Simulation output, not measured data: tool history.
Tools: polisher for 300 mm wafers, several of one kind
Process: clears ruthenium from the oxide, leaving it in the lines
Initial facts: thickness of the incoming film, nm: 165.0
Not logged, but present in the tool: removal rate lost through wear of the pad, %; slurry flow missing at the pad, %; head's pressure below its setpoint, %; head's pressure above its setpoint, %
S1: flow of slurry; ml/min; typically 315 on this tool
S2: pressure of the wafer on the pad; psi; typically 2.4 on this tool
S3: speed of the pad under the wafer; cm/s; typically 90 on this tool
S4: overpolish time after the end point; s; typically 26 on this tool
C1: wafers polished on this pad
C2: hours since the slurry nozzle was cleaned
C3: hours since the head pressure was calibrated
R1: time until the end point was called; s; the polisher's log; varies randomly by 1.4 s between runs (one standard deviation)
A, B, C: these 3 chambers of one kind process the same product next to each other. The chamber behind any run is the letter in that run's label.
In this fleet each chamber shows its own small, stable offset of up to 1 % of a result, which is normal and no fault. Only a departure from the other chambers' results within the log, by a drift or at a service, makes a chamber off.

run  hour   S1   S2  S3  S4    C1     C2      C3      R1
 1A   2.7  315  2.4  90  26   195  193.1  1144.9  131.71
 2B   5.8  315  2.4  90  26   939  742.0   446.0  133.31
      6.0  -- chamber C: head pressure recalibrated
 3C   9.5  315  2.4  90  26   327  107.7     3.5  131.72
 4B  12.4  315  2.4  90  26  1000  748.6   452.6  133.30
 5C  14.3  315  2.4  90  26   371  112.5     8.3  133.79
 6A  17.3  315  2.4  90  26   329  207.7  1159.5  133.78
 7B  19.3  315  2.4  90  26  1063  755.5   459.5  131.48
 8C  23.3  315  2.4  90  26   454  121.5    17.3  133.57
 9A  27.3  315  2.0  90  26   421  217.7  1169.5  160.55
10A  30.2  315  2.0  90  26   448  220.6  1172.4  161.17
     31.7  -- chamber C: worn pad replaced by a new one
11B  33.3  315  2.0  90  26  1191  769.5   473.5  160.55
12C  36.5  315  2.4  90  26    44  134.7    30.5  134.69
13A  39.5  315  2.4  90  26   533  229.9  1181.7  134.10
14B  42.9  315  2.4  90  26  1279  779.1   483.1  133.59
15C  46.8  315  2.4  90  26   139  145.0    40.8  134.51
16B  49.4  315  2.4  90  26  1339  785.6   489.6  133.24
     49.7  -- chamber A: worn pad replaced by a new one
17C  51.5  315  2.4  90  26   182  149.7    45.5  135.85
18A  55.9  315  2.4  90  26    57  246.3  1198.1  134.66
     58.3  -- chamber A: head pressure recalibrated
19A  59.9  315  2.4  90  26    94  250.3     1.7  147.17
20C  62.3  235  2.7  90  26   281  160.5    56.3  122.01
21B  64.3  235  2.7  90  26  1475  800.5   504.5  120.49
     64.4  -- chamber A: slurry nozzle cleaned
     64.8  -- chamber B: slurry nozzle cleaned
22C  66.7  235  2.7  90  26   321  164.9    60.7  121.62
     70.0  -- chamber B: worn pad replaced by a new one
23B  70.6  315  2.4  90  26     5    5.9   510.8  132.59
24A  74.2  315  2.4  90  26   225    9.8    16.0  147.40
25A  78.0  315  2.4  90  26   260   13.6    19.8  145.12
26B  81.0  315  2.7  66  26   101   16.3   521.2  158.57
     85.1  -- chamber C: worn pad replaced by a new one
27C  85.1  315  2.7  66  26     0  183.3    79.1  160.14
28B  88.7  315  2.7  66  26   171   24.0   528.9  158.91
29C  91.5  315  2.4  90  26    59  189.7    85.5  132.44
30A  95.8  315  2.4  90  26   423   31.4    37.6  147.55

One chamber off, gauge drift, or nothing amiss beyond the chambers' own small offsets? If it is a chamber, which one, and what is the likeliest cause?

After it was serviced, chamber A no longer matches the other chambers.
Likeliest cause: head's pressure below its setpoint, % = 9.47.

Chamber A could run next with any of the 4 candidate recipes listed below; each alters the usual settings, and their results appear as question marks. Which one brings its results back in line with what the other chambers deliver on the usual settings?
A result is in line if it is within this distance of the other chambers' mean on the usual settings: R1 4.90 s
31A-1  99.0  315  2.3  86  26               ?
31A-2  99.0  315  2.4  94  26               ?
31A-3  99.0  315  2.3  90  26               ?
31A-4  99.0  315  2.5  96  26               ?

What the other chambers average on the usual settings: R1 132.83 s
  run      R1
31A-1  160.12
31A-2  140.13
31A-3  152.90
31A-4  131.63
31A-4 puts the chamber back in line with the other chambers.
